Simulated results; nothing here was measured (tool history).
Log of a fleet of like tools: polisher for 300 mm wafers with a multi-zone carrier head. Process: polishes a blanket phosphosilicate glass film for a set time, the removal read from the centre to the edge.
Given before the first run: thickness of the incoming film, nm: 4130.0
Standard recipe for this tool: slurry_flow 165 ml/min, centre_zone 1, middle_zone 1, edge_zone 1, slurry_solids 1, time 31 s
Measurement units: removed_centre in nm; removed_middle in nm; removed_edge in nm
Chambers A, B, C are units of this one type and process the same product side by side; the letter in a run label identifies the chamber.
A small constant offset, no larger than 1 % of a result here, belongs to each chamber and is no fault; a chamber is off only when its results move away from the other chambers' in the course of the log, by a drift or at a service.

run,day,slurry_flow,centre_zone,middle_zone,edge_zone,slurry_solids,time,removed_centre,removed_middle,removed_edge
1C,0.225,165,1,1,1,1,31,143.56,143.87,143.51
# day 0.275: chamber B: edge zone pressure recalibrated
2B,0.508,165,1,1,1,1,31,143.69,144.02,143.08
3A,0.746,165,1,1,1,1,31,143.65,141.66,142.58
4B,1.083,165,1,1,1,1,31,140.91,143.05,140.9
5C,1.408,165,1,1,1,1,31,142.25,144.52,143.14
# day 1.521: chamber A: worn pad replaced by a new one
6A,1.733,165,1,1,1,1,31,141.22,142.37,140.16
7C,2.062,165,1,1,1,1,31,141.83,142.82,141.41
8B,2.238,165,1,1,1,1,31,142.4,144.81,144.48
9A,2.521,165,1,1,1,1,31,141.52,143.36,139.68
10C,2.775,165,1,1,1,1,31,143.04,142.98,141.73
# day 2.8: chamber B: worn pad replaced by a new one
# day 2.8: chamber B: centre zone pressure recalibrated
11A,2.979,165,1,1,1,1,31,142.56,140.79,140.77
# day 3.042: chamber C: worn pad replaced by a new one
12B,3.3,165,1,1,1,1,31,142.46,144.72,140.85
# day 3.521: chamber A: slurry nozzle cleaned
13C,3.525,120,1,1,1,1,31,132.39,134.3,135.69
14B,3.929,120,1,1,1,1,31,134.66,134.12,136.07
# day 3.942: chamber A: worn pad replaced by a new one
15A,4.183,120,1,1,1,1,31,133.21,133.19,135.56
16C,4.388,165,1,1,1,1,31,143.34,143.04,141.22
17B,4.746,165,1,1,1,1,31,142.49,143.45,141.83
18A,5.012,165,1,1,1,1,31,142.78,141.88,143.32
19A,5.367,165,1,1,1,1,31,142.22,139.89,140.52
20C,5.638,165,1,1,1,1,31,142.07,143.67,144.05
# day 6.025: chamber C: edge zone pressure recalibrated
21B,6.033,165,1,1,1,1,31,143.33,143.77,143.05
22C,6.383,165,1,1,1,1,31,141.81,140.95,144.61
# day 6.438: chamber B: worn pad replaced by a new one
23A,6.567,165,1,1,1,1,31,141.78,142.05,140.22
# day 6.583: chamber A: worn pad replaced by a new one
24B,6.962,165,1,1,1,1,31,141.26,143.12,141.08
25C,7.304,195,1.08,1,1,1,31,160.28,146.06,145.56
26B,7.6,195,1.08,1,1,1,31,160.3,146.29,143.56
27A,7.988,195,1.08,1,1,1,31,159.32,145.63,144.25
28B,8.225,165,1,1,1,1,31,143.21,142.95,145.08

Next, all 3 chambers run the settings below, one line each with question marks for the results. What does each chamber give?
29A,8.517,165,1,1,1,1,31,?,?,?
29B,8.517,165,1,1,1,1,31,?,?,?
29C,8.517,165,1,1,1,1,31,?,?,?

run,removed_centre,removed_middle,removed_edge
29A,141.56,141.91,141.58
29B,141.91,143.14,143.58
29C,143.65,141.61,141.99
